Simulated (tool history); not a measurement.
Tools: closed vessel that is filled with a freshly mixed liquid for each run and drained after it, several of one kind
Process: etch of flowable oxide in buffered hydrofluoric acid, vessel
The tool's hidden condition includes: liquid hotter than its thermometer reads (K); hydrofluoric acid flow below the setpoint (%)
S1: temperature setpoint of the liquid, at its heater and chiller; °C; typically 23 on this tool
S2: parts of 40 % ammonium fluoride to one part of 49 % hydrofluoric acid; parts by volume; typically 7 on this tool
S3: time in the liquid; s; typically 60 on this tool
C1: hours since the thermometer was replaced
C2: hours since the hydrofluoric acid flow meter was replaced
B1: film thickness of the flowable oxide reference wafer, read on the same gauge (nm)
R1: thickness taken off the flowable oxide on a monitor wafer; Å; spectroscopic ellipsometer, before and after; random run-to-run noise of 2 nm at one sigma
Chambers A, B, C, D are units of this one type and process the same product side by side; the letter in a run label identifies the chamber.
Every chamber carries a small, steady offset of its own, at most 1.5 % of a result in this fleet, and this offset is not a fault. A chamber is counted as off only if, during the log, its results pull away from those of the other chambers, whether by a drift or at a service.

{"run": "1C", "day": 0.146, "S1": 23, "S2": 7, "S3": 60, "C1": 22.6, "C2": 578.8, "B1": 150, "R1": 3134.6}
{"run": "2A", "day": 0.342, "S1": 23, "S2": 7, "S3": 60, "C1": 223, "C2": 921.6, "B1": 150, "R1": 3248.2}
{"run": "3B", "day": 0.454, "S1": 23, "S2": 7, "S3": 60, "C1": 960.8, "C2": 130.2, "B1": 149.98, "R1": 3193.1}
{"run": "4D", "day": 0.638, "S1": 23, "S2": 7, "S3": 60, "C1": 1404.7, "C2": 377.3, "B1": 150.01, "R1": 3171.2}
{"run": "5B", "day": 0.804, "S1": 23, "S2": 9, "S3": 80, "C1": 969.2, "C2": 138.6, "B1": 150, "R1": 3288.5}
{"run": "6C", "day": 0.996, "S1": 23, "S2": 9, "S3": 80, "C1": 43, "C2": 599.2, "B1": 150.01, "R1": 3213.6}
{"run": "7A", "day": 1.121, "S1": 23, "S2": 9, "S3": 80, "C1": 241.7, "C2": 940.3, "B1": 150, "R1": 3276.4}
{"run": "8D", "day": 1.288, "S1": 23, "S2": 9, "S3": 80, "C1": 1420.3, "C2": 392.9, "B1": 150.02, "R1": 3216.8}
{"run": "9B", "day": 1.533, "S1": 23, "S2": 7, "S3": 60, "C1": 986.7, "C2": 156.1, "B1": 149.99, "R1": 3196.7}
{"run": "10C", "day": 1.788, "S1": 23, "S2": 7, "S3": 60, "C1": 62, "C2": 618.2, "B1": 150.02, "R1": 3129.5}
{"run": "11D", "day": 2.042, "S1": 23, "S2": 5.5, "S3": 85, "C1": 1438.4, "C2": 411, "B1": 150.02, "R1": 5510}
{"run": "12A", "day": 2.288, "S1": 23, "S2": 5.5, "S3": 85, "C1": 269.7, "C2": 968.3, "B1": 150, "R1": 5605.3}
{"run": "13B", "day": 2.412, "S1": 23, "S2": 5.5, "S3": 85, "C1": 1007.8, "C2": 177.2, "B1": 149.99, "R1": 5549.7}
{"run": "14A", "day": 2.621, "S1": 23, "S2": 5.5, "S3": 85, "C1": 277.7, "C2": 976.3, "B1": 150, "R1": 5605.7}
{"run": "15D", "day": 2.833, "S1": 26, "S2": 7, "S3": 60, "C1": 1457.4, "C2": 430, "B1": 149.98, "R1": 3730.2}
{"run": "16C", "day": 3.075, "S1": 26, "S2": 7, "S3": 60, "C1": 92.9, "C2": 649.1, "B1": 150.02, "R1": 3713.2}
{"run": "17D", "day": 3.212, "S1": 26, "S2": 7, "S3": 60, "C1": 1466.5, "C2": 439.1, "B1": 150, "R1": 3781.6}
{"run": "18A", "day": 3.379, "S1": 26, "S2": 7, "S3": 60, "C1": 295.9, "C2": 994.5, "B1": 150.01, "R1": 3844.4}
{"run": "19C", "day": 3.571, "S1": 23, "S2": 7, "S3": 60, "C1": 104.8, "C2": 661, "B1": 150.01, "R1": 3113.3}
{"run": "20B", "day": 3.729, "S1": 23, "S2": 7, "S3": 60, "C1": 1039.4, "C2": 208.8, "B1": 150, "R1": 3194.6}
{"run": "21D", "day": 3.883, "S1": 23, "S2": 7, "S3": 60, "C1": 1482.6, "C2": 455.2, "B1": 150.02, "R1": 3204.2}
{"run": "22A", "day": 4.104, "S1": 23, "S2": 7, "S3": 60, "C1": 313.3, "C2": 1011.9, "B1": 150.02, "R1": 3264.7}
{"run": "23B", "day": 4.354, "S1": 23, "S2": 7, "S3": 60, "C1": 1054.4, "C2": 223.8, "B1": 149.99, "R1": 3203}
{"run": "24C", "day": 4.575, "S1": 23, "S2": 7, "S3": 60, "C1": 128.9, "C2": 685.1, "B1": 149.99, "R1": 3071.2}
{"run": "25C", "day": 4.733, "S1": 23, "S2": 7, "S3": 60, "C1": 132.7, "C2": 688.9, "B1": 150.01, "R1": 3077.4}
{"run": "26D", "day": 4.879, "S1": 23, "S2": 7, "S3": 60, "C1": 1506.5, "C2": 479.1, "B1": 150.02, "R1": 3187.6}
{"run": "27A", "day": 5.071, "S1": 23, "S2": 7, "S3": 30, "C1": 336.5, "C2": 1035.1, "B1": 150, "R1": 1618.5}
{"run": "28B", "day": 5.254, "S1": 23, "S2": 7, "S3": 30, "C1": 1076, "C2": 245.4, "B1": 150.02, "R1": 1613.6}
{"run": "29D", "day": 5.508, "S1": 23, "S2": 7, "S3": 30, "C1": 1521.6, "C2": 494.2, "B1": 150, "R1": 1605}
{"run": "30A", "day": 5.712, "S1": 23, "S2": 7, "S3": 30, "C1": 351.9, "C2": 1050.5, "B1": 150.01, "R1": 1608.5}
{"run": "31B", "day": 5.929, "S1": 23, "S2": 7, "S3": 60, "C1": 1092.2, "C2": 261.6, "B1": 150, "R1": 3200.8}
{"run": "32C", "day": 6.175, "S1": 23, "S2": 7, "S3": 60, "C1": 167.3, "C2": 723.5, "B1": 149.99, "R1": 3052.1}
{"run": "33C", "day": 6.408, "S1": 23, "S2": 7, "S3": 60, "C1": 172.9, "C2": 729.1, "B1": 149.99, "R1": 3030.5}
{"run": "34D", "day": 6.629, "S1": 23, "S2": 7, "S3": 60, "C1": 1548.5, "C2": 521.1, "B1": 150.01, "R1": 3188.2}
{"run": "35A", "day": 6.775, "S1": 23, "S2": 7, "S3": 60, "C1": 377.4, "C2": 1076, "B1": 150.01, "R1": 3219.8}
{"run": "36B", "day": 6.992, "S1": 23, "S2": 7, "S3": 60, "C1": 1117.7, "C2": 287.1, "B1": 150, "R1": 3197.6}
{"run": "37B", "day": 7.217, "S1": 23, "S2": 7, "S3": 60, "C1": 1123.1, "C2": 292.5, "B1": 149.99, "R1": 3216.7}
{"day": 7.296, "done": "chamber D: hydrofluoric acid flow meter replaced"}
{"run": "38A", "day": 7.483, "S1": 23, "S2": 7, "S3": 60, "C1": 394.4, "C2": 1093, "B1": 150, "R1": 3222.7}
{"run": "39C", "day": 7.754, "S1": 23, "S2": 7, "S3": 60, "C1": 205.2, "C2": 761.4, "B1": 150, "R1": 2989.1}
{"run": "40D", "day": 7.992, "S1": 23, "S2": 9.5, "S3": 60, "C1": 1581.2, "C2": 16.8, "B1": 150.01, "R1": 2353.8}
{"run": "41A", "day": 8.217, "S1": 23, "S2": 9.5, "S3": 60, "C1": 412, "C2": 1110.6, "B1": 150, "R1": 2390.8}
{"run": "42C", "day": 8.429, "S1": 23, "S2": 9.5, "S3": 60, "C1": 221.4, "C2": 777.6, "B1": 150, "R1": 2260.6}
{"run": "43B", "day": 8.629, "S1": 23, "S2": 9.5, "S3": 60, "C1": 1157, "C2": 326.4, "B1": 149.99, "R1": 2399.5}
{"run": "44D", "day": 8.842, "S1": 25.5, "S2": 7, "S3": 45, "C1": 1601.6, "C2": 37.2, "B1": 149.99, "R1": 2718.9}

All 4 chambers run these settings next. Forecast each chamber's results:
{"run": "45A", "day": 9.033, "S1": 23, "S2": 7, "S3": 60, "R1": "?"}
{"run": "45B", "day": 9.033, "S1": 23, "S2": 7, "S3": 60, "R1": "?"}
{"run": "45C", "day": 9.033, "S1": 23, "S2": 7, "S3": 60, "R1": "?"}
{"run": "45D", "day": 9.033, "S1": 23, "S2": 7, "S3": 60, "R1": "?"}

run=45A R1=3238.9
run=45B R1=3182.3
run=45C R1=2983.2
run=45D R1=3189
